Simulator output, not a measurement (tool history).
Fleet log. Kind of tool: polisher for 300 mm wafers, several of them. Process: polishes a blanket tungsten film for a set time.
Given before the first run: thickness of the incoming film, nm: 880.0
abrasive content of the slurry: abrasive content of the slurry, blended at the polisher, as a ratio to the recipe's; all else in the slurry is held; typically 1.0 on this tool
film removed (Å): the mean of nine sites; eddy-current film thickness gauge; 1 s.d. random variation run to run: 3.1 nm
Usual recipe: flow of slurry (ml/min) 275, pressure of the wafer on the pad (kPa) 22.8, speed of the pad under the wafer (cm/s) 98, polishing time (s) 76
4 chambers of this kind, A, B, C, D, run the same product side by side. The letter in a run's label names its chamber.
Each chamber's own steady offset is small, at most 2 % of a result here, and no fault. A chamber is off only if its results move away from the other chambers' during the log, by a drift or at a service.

run,hour,flow of slurry (ml/min),pressure of the wafer on the pad (kPa),speed of the pad under the wafer (cm/s),abrasive content of the slurry,polishing time (s),film removed (Å)
# hour 1.4: chamber C: worn pad replaced by a new one
1D,12.0,275,22.8,98,1.0,76,3036.3
# hour 13.2: chamber A: slurry blender recalibrated
# hour 25.7: chamber D: slurry tank refilled with fresh slurry and peroxide
2C,25.9,275,22.8,98,1.0,76,2920.2
# hour 28.1: chamber D: worn pad replaced by a new one
# hour 29.8: chamber B: slurry nozzle cleaned
3A,39.4,275,22.8,98,1.0,76,2961.9
4B,51.7,275,22.8,98,1.0,76,2930.8
# hour 59.0: chamber B: slurry tank refilled with fresh slurry and peroxide
5B,65.3,275,22.8,98,1.0,76,2926.9
# hour 71.4: chamber C: slurry tank refilled with fresh slurry and peroxide
# hour 72.4: chamber B: slurry blender recalibrated
# hour 77.1: chamber C: worn pad replaced by a new one
6C,77.2,360,22.8,98,0.7,76,2721.7
# hour 84.2: chamber D: slurry blender recalibrated
# hour 90.9: chamber A: slurry tank refilled with fresh slurry and peroxide
7A,90.9,360,22.8,98,0.7,76,2828.6
8D,97.3,360,22.8,98,0.7,76,2803.8
# hour 100.4: chamber A: worn pad replaced by a new one
9C,105.0,360,22.8,98,0.7,76,2764.2
# hour 109.3: chamber D: worn pad replaced by a new one
10A,115.3,275,22.8,98,1.0,61,2369.8
# hour 118.4: chamber C: slurry blender recalibrated
# hour 123.3: chamber B: worn pad replaced by a new one
# hour 125.7: chamber A: slurry blender recalibrated
# hour 128.1: chamber B: head pressure recalibrated
11D,128.1,275,22.8,98,1.0,61,2438.4
# hour 135.4: chamber B: slurry tank refilled with fresh slurry and peroxide
12B,136.2,275,22.8,98,1.0,61,2331.1
13B,148.0,275,22.8,98,1.0,61,2358.0
# hour 153.7: chamber C: worn pad replaced by a new one
14D,160.0,275,22.8,98,1.0,76,3008.7
15C,166.5,275,22.8,98,1.0,76,2896.5
# hour 167.0: chamber C: slurry tank refilled with fresh slurry and peroxide
# hour 172.0: chamber A: slurry nozzle cleaned
16A,179.9,315,22.8,98,0.7,76,2791.0
# hour 184.4: chamber A: slurry tank refilled with fresh slurry and peroxide
# hour 185.2: chamber D: worn pad replaced by a new one
# hour 186.8: chamber A: head pressure recalibrated
17D,189.4,315,22.8,98,0.7,76,2767.3
# hour 195.9: chamber D: slurry blender recalibrated
18B,197.7,315,22.8,98,0.7,76,2712.1
19A,207.0,315,22.8,98,0.7,76,2712.3
# hour 212.1: chamber D: slurry tank refilled with fresh slurry and peroxide
# hour 213.7: chamber B: slurry tank refilled with fresh slurry and peroxide
# hour 220.5: chamber D: slurry nozzle cleaned
20C,220.7,275,22.8,98,1.0,76,2912.4
# hour 221.5: chamber A: worn pad replaced by a new one
# hour 226.3: chamber A: slurry blender recalibrated
21B,231.7,275,22.8,98,1.0,76,2940.5
# hour 234.0: chamber B: worn pad replaced by a new one
# hour 235.9: chamber C: worn pad replaced by a new one
# hour 240.0: chamber C: slurry nozzle cleaned
22D,244.3,185,22.8,98,1.0,76,2835.9
23A,251.5,185,22.8,98,1.0,76,2818.0
24C,262.7,185,22.8,98,1.0,76,2845.3
# hour 263.3: chamber D: worn pad replaced by a new one
# hour 274.4: chamber C: slurry tank refilled with fresh slurry and peroxide
25C,275.6,185,22.8,98,1.0,76,2841.1
26B,288.3,275,22.8,116,1.0,56,2496.3
# hour 288.7: chamber B: slurry tank refilled with fresh slurry and peroxide
# hour 297.6: chamber A: slurry tank refilled with fresh slurry and peroxide
# hour 297.7: chamber D: slurry blender recalibrated
27D,300.1,275,22.8,116,1.0,56,2652.6
28A,308.5,275,22.8,116,1.0,56,2554.7
29C,317.7,275,22.8,116,1.0,56,2635.5
# hour 321.8: chamber C: worn pad replaced by a new one
# hour 322.8: chamber A: worn pad replaced by a new one
30D,326.5,275,22.8,98,1.0,76,2970.2
# hour 332.3: chamber D: worn pad replaced by a new one
# hour 333.5: chamber C: slurry blender recalibrated
# hour 334.4: chamber A: slurry blender recalibrated
31A,340.3,275,22.8,98,1.0,76,3011.1
32B,350.1,275,22.8,98,1.0,76,2919.4
33C,361.4,275,22.8,98,1.0,76,2969.7
34A,368.4,275,22.8,98,1.0,76,2943.7
35D,380.9,275,22.8,98,1.0,76,2990.2

Predict what each chamber gives when all 4 of them run the settings below next.
36A,391.2,185,22.8,98,1.0,76,?
36B,391.2,185,22.8,98,1.0,76,?
36C,391.2,185,22.8,98,1.0,76,?
36D,391.2,185,22.8,98,1.0,76,?

run,film removed (Å)
36A,2827.4
36B,2823.0
36C,2761.0
36D,2815.3

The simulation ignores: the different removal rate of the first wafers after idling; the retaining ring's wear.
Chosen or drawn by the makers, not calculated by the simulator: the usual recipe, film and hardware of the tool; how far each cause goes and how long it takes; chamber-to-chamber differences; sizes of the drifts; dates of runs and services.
